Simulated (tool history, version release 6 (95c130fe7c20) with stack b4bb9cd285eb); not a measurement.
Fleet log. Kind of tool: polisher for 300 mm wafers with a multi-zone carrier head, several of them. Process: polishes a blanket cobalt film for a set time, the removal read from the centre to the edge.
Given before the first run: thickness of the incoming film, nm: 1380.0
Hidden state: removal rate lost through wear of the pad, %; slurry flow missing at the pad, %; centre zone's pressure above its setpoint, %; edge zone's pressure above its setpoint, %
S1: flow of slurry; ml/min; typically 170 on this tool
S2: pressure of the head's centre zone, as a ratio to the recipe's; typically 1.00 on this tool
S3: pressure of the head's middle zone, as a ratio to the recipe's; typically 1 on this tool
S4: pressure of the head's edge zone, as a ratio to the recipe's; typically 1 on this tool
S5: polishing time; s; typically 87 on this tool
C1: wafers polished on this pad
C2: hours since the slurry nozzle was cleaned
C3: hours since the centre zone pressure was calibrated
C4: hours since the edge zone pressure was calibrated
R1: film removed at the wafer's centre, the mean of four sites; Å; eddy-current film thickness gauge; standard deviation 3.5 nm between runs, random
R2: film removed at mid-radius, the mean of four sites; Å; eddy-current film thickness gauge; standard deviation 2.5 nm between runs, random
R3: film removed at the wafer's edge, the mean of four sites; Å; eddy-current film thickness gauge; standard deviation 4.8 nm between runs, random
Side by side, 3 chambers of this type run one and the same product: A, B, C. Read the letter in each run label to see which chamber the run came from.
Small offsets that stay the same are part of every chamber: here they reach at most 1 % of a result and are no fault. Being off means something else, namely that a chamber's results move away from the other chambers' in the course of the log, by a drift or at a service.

Run 1B, hour 7.7: usual settings; C1 654; C2 451.4; C3 796.4; C4 1111.8. Result: R1 3801.3 Å, R2 3717.1 Å, R3 3820.6 Å.
At hour 10.4: chamber B: worn pad replaced by a new one.
Run 2A, hour 16.7: usual settings; C1 434; C2 317.7; C3 282.8; C4 263.7. Result: R1 3738.1 Å, R2 3771.4 Å, R3 3824.6 Å.
At hour 20.9: chamber B: edge zone pressure recalibrated.
At hour 25.1: chamber B: centre zone pressure recalibrated.
Run 3C, hour 30.9: usual settings; C1 687; C2 102.3; C3 100.1; C4 185.9. Result: R1 3829.8 Å, R2 3749.6 Å, R3 3745.6 Å.
Run 4B, hour 45.4: usual settings; C1 233; C2 489.1; C3 20.4; C4 24.5. Result: R1 3780.0 Å, R2 3771.2 Å, R3 3886.0 Å.
Run 5A, hour 56.7: usual settings; C1 700; C2 357.7; C3 322.8; C4 303.7. Result: R1 3734.0 Å, R2 3750.8 Å, R3 3789.6 Å.
At hour 60.1: chamber C: worn pad replaced by a new one.
Run 6C, hour 63.8: usual settings; C1 25; C2 135.2; C3 133.0; C4 218.8. Result: R1 3816.9 Å, R2 3788.6 Å, R3 3802.4 Å.
Run 7A, hour 76.9: usual settings; C1 834; C2 377.9; C3 343.0; C4 323.9. Result: R1 3728.0 Å, R2 3818.0 Å, R3 3846.8 Å.
Run 8B, hour 89.2: usual settings; C1 524; C2 532.9; C3 64.2; C4 68.3. Result: R1 3740.8 Å, R2 3755.7 Å, R3 3836.1 Å.
At hour 95.7: chamber B: worn pad replaced by a new one.
Run 9C, hour 102.9: usual settings; C1 285; C2 174.3; C3 172.1; C4 257.9. Result: R1 3800.1 Å, R2 3772.4 Å, R3 3762.2 Å.
Run 10A, hour 112.3: usual settings; C1 1070; C2 413.3; C3 378.4; C4 359.3. Result: R1 3762.4 Å, R2 3774.1 Å, R3 3738.5 Å.
At hour 112.9: chamber A: centre zone pressure recalibrated.
Run 11B, hour 119.2: usual settings but S1 205 ml/min, S5 59 s; C1 157; C2 562.9; C3 94.2; C4 98.3. Result: R1 2616.4 Å, R2 2634.9 Å, R3 2698.1 Å.
At hour 129.8: chamber A: worn pad replaced by a new one.
Run 12C, hour 131.7: usual settings but S1 205 ml/min, S5 59 s; C1 477; C2 203.1; C3 200.9; C4 286.7. Result: R1 2626.1 Å, R2 2589.9 Å, R3 2592.4 Å.
Run 13C, hour 140.4: usual settings but S1 205 ml/min, S5 59 s; C1 535; C2 211.8; C3 209.6; C4 295.4. Result: R1 2584.7 Å, R2 2586.7 Å, R3 2540.2 Å.
Run 14B, hour 152.2: usual settings; C1 376; C2 595.9; C3 127.2; C4 131.3. Result: R1 3767.0 Å, R2 3767.6 Å, R3 3852.0 Å.
Run 15A, hour 163.4: usual settings but S1 215 ml/min, S2 1.08; C1 223; C2 464.4; C3 50.5; C4 410.4. Result: R1 4243.1 Å, R2 3924.8 Å, R3 3821.7 Å.
At hour 169.7: chamber A: slurry nozzle cleaned.
Run 16A, hour 169.8: usual settings but S1 215 ml/min, S2 1.08; C1 266; C2 0.1; C3 56.9; C4 416.8. Result: R1 4264.2 Å, R2 3896.8 Å, R3 3895.3 Å.
Run 17C, hour 181.9: usual settings but S1 215 ml/min, S2 1.08; C1 811; C2 253.3; C3 251.1; C4 336.9. Result: R1 4204.6 Å, R2 3810.0 Å, R3 3845.9 Å.
At hour 191.1: chamber C: worn pad replaced by a new one.
Run 18B, hour 193.7: usual settings but S2 0.89; C1 653; C2 637.4; C3 168.7; C4 172.8. Result: R1 3374.2 Å, R2 3758.6 Å, R3 3838.6 Å.
At hour 195.0: chamber B: worn pad replaced by a new one.
Run 19B, hour 202.6: usual settings but S2 0.89; C1 51; C2 646.3; C3 177.6; C4 181.7. Result: R1 3356.1 Å, R2 3769.5 Å, R3 3838.1 Å.
Run 20C, hour 213.2: usual settings but S2 0.89; C1 147; C2 284.6; C3 282.4; C4 368.2. Result: R1 3141.0 Å, R2 3599.1 Å, R3 3625.8 Å.
At hour 216.2: chamber B: slurry nozzle cleaned.
Run 21A, hour 224.2: usual settings; C1 628; C2 54.5; C3 111.3; C4 471.2. Result: R1 3768.6 Å, R2 3812.2 Å, R3 3872.5 Å.
Run 22C, hour 233.3: usual settings; C1 281; C2 304.7; C3 302.5; C4 388.3. Result: R1 3530.0 Å, R2 3533.0 Å, R3 3638.9 Å.
Run 23B, hour 244.4: usual settings; C1 329; C2 28.3; C3 219.4; C4 223.5. Result: R1 3814.3 Å, R2 3782.1 Å, R3 3721.8 Å.
Run 24A, hour 251.6: usual settings; C1 811; C2 81.9; C3 138.7; C4 498.6. Result: R1 3731.0 Å, R2 3771.0 Å, R3 3798.4 Å.

The same settings go to every chamber for the next run, one line per chamber below. Forecast the results for each:
Run 25A, hour 262.0: usual settings. Result: R1 ?, R2 ?, R3 ?.
Run 25B, hour 262.0: usual settings. Result: R1 ?, R2 ?, R3 ?.
Run 25C, hour 262.0: usual settings. Result: R1 ?, R2 ?, R3 ?.

run      R1      R2      R3
25A  3767.2  3788.2  3813.6
25B  3775.4  3769.2  3776.2
25C  3436.6  3499.2  3439.8

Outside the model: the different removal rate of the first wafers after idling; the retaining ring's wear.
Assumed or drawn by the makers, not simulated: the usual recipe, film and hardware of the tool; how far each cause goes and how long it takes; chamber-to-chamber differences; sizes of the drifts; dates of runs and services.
